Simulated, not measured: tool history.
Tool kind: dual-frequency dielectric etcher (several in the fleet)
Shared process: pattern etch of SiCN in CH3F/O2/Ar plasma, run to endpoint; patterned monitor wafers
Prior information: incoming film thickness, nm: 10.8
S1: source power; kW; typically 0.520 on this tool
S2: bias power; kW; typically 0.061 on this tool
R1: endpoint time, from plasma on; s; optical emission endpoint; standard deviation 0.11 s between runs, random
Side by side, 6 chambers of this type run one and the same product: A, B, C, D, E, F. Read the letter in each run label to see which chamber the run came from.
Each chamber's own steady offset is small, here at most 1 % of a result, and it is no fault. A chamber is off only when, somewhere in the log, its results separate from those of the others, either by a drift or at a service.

| run | hour | S1 | S2 | R1 |
|---|---|---|---|---|
| 1A | 13.7 | 0.520 | 0.061 | 27.638 |
| 2E | 23.4 | 0.520 | 0.061 | 27.739 |
| 3D | 32.2 | 0.520 | 0.061 | 27.566 |
| 4B | 45.7 | 0.520 | 0.061 | 27.434 |
| 5C | 58.1 | 0.520 | 0.061 | 27.456 |
| 6F | 69.1 | 0.520 | 0.061 | 27.453 |
| 7E | 80.3 | 0.520 | 0.061 | 27.828 |
| 8B | 89.9 | 0.520 | 0.061 | 27.684 |
| 9F | 100.0 | 0.520 | 0.061 | 27.467 |
| 10C | 116.2 | 0.520 | 0.061 | 27.380 |
| 11D | 125.4 | 0.520 | 0.061 | 27.578 |
|  | 132.2 | chamber E: wet clean of the chamber |
| 12A | 138.7 | 0.470 | 0.054 | 29.877 |
|  | 139.0 | chamber B: wet clean of the chamber |
| 13C | 148.3 | 0.470 | 0.054 | 29.773 |
| 14B | 161.1 | 0.470 | 0.054 | 29.877 |
| 15E | 174.3 | 0.470 | 0.054 | 30.036 |
| 16A | 187.1 | 0.470 | 0.054 | 29.959 |
| 17F | 203.2 | 0.470 | 0.054 | 29.815 |
| 18D | 210.7 | 0.520 | 0.061 | 27.652 |
| 19F | 220.0 | 0.520 | 0.061 | 27.415 |
|  | 228.2 | chamber F: wet clean of the chamber |
| 20C | 231.4 | 0.520 | 0.061 | 27.438 |
| 21B | 242.2 | 0.520 | 0.061 | 27.506 |
| 22E | 256.8 | 0.520 | 0.061 | 27.719 |
| 23D | 264.6 | 0.400 | 0.052 | 32.311 |
| 24A | 275.3 | 0.400 | 0.052 | 32.172 |
| 25A | 288.1 | 0.400 | 0.052 | 32.028 |
| 26D | 302.1 | 0.400 | 0.052 | 32.276 |
| 27F | 311.6 | 0.400 | 0.052 | 32.009 |
| 28B | 325.9 | 0.400 | 0.052 | 32.262 |
| 29C | 341.6 | 0.520 | 0.061 | 27.251 |
| 30E | 348.7 | 0.520 | 0.061 | 27.658 |
| 31E | 364.8 | 0.520 | 0.061 | 27.761 |
| 32F | 373.8 | 0.520 | 0.061 | 27.655 |
| 33D | 388.9 | 0.520 | 0.061 | 27.779 |
| 34A | 401.9 | 0.630 | 0.053 | 26.549 |
| 35B | 416.2 | 0.630 | 0.053 | 26.858 |
| 36C | 429.9 | 0.630 | 0.053 | 26.522 |
| 37E | 444.9 | 0.630 | 0.053 | 27.057 |
| 38D | 454.9 | 0.630 | 0.053 | 27.125 |
| 39B | 467.5 | 0.630 | 0.053 | 26.864 |
| 40A | 483.6 | 0.520 | 0.061 | 27.009 |
| 41F | 495.0 | 0.520 | 0.061 | 27.282 |

Is one chamber off against the others, does the gauge drift, or is nothing wrong? If a chamber is off, say which, and what the likeliest cause is.

One chamber, A, drifts off from the rest bit by bit.
What lies behind it: etch rate over this chamber's usual, % = 2.25.
The log might look much the same if the cause were instead: source power that arrives over what is set, %.

Chamber A could run next with any of the 4 candidate recipes listed below; each alters the usual settings, and their results appear as question marks. Which one brings its results back in line with what the other chambers deliver on the usual settings?
In line means no further than this from the other chambers' mean on the usual settings: R1 0.380 s
| 42A-1 | 506.8 | 0.490 | 0.058 | ? |
| 42A-2 | 506.8 | 0.520 | 0.069 | ? |
| 42A-3 | 506.8 | 0.520 | 0.058 | ? |
| 42A-4 | 506.8 | 0.520 | 0.064 | ? |

Average result of the remaining chambers running the usual settings: R1 27.552 s
| run | R1 |
|---|---|
| 42A-1 | 28.124 |
| 42A-2 | 25.952 |
| 42A-3 | 27.489 |
| 42A-4 | 26.615 |
42A-3 is the one that brings the chamber's results back in line with the other chambers.
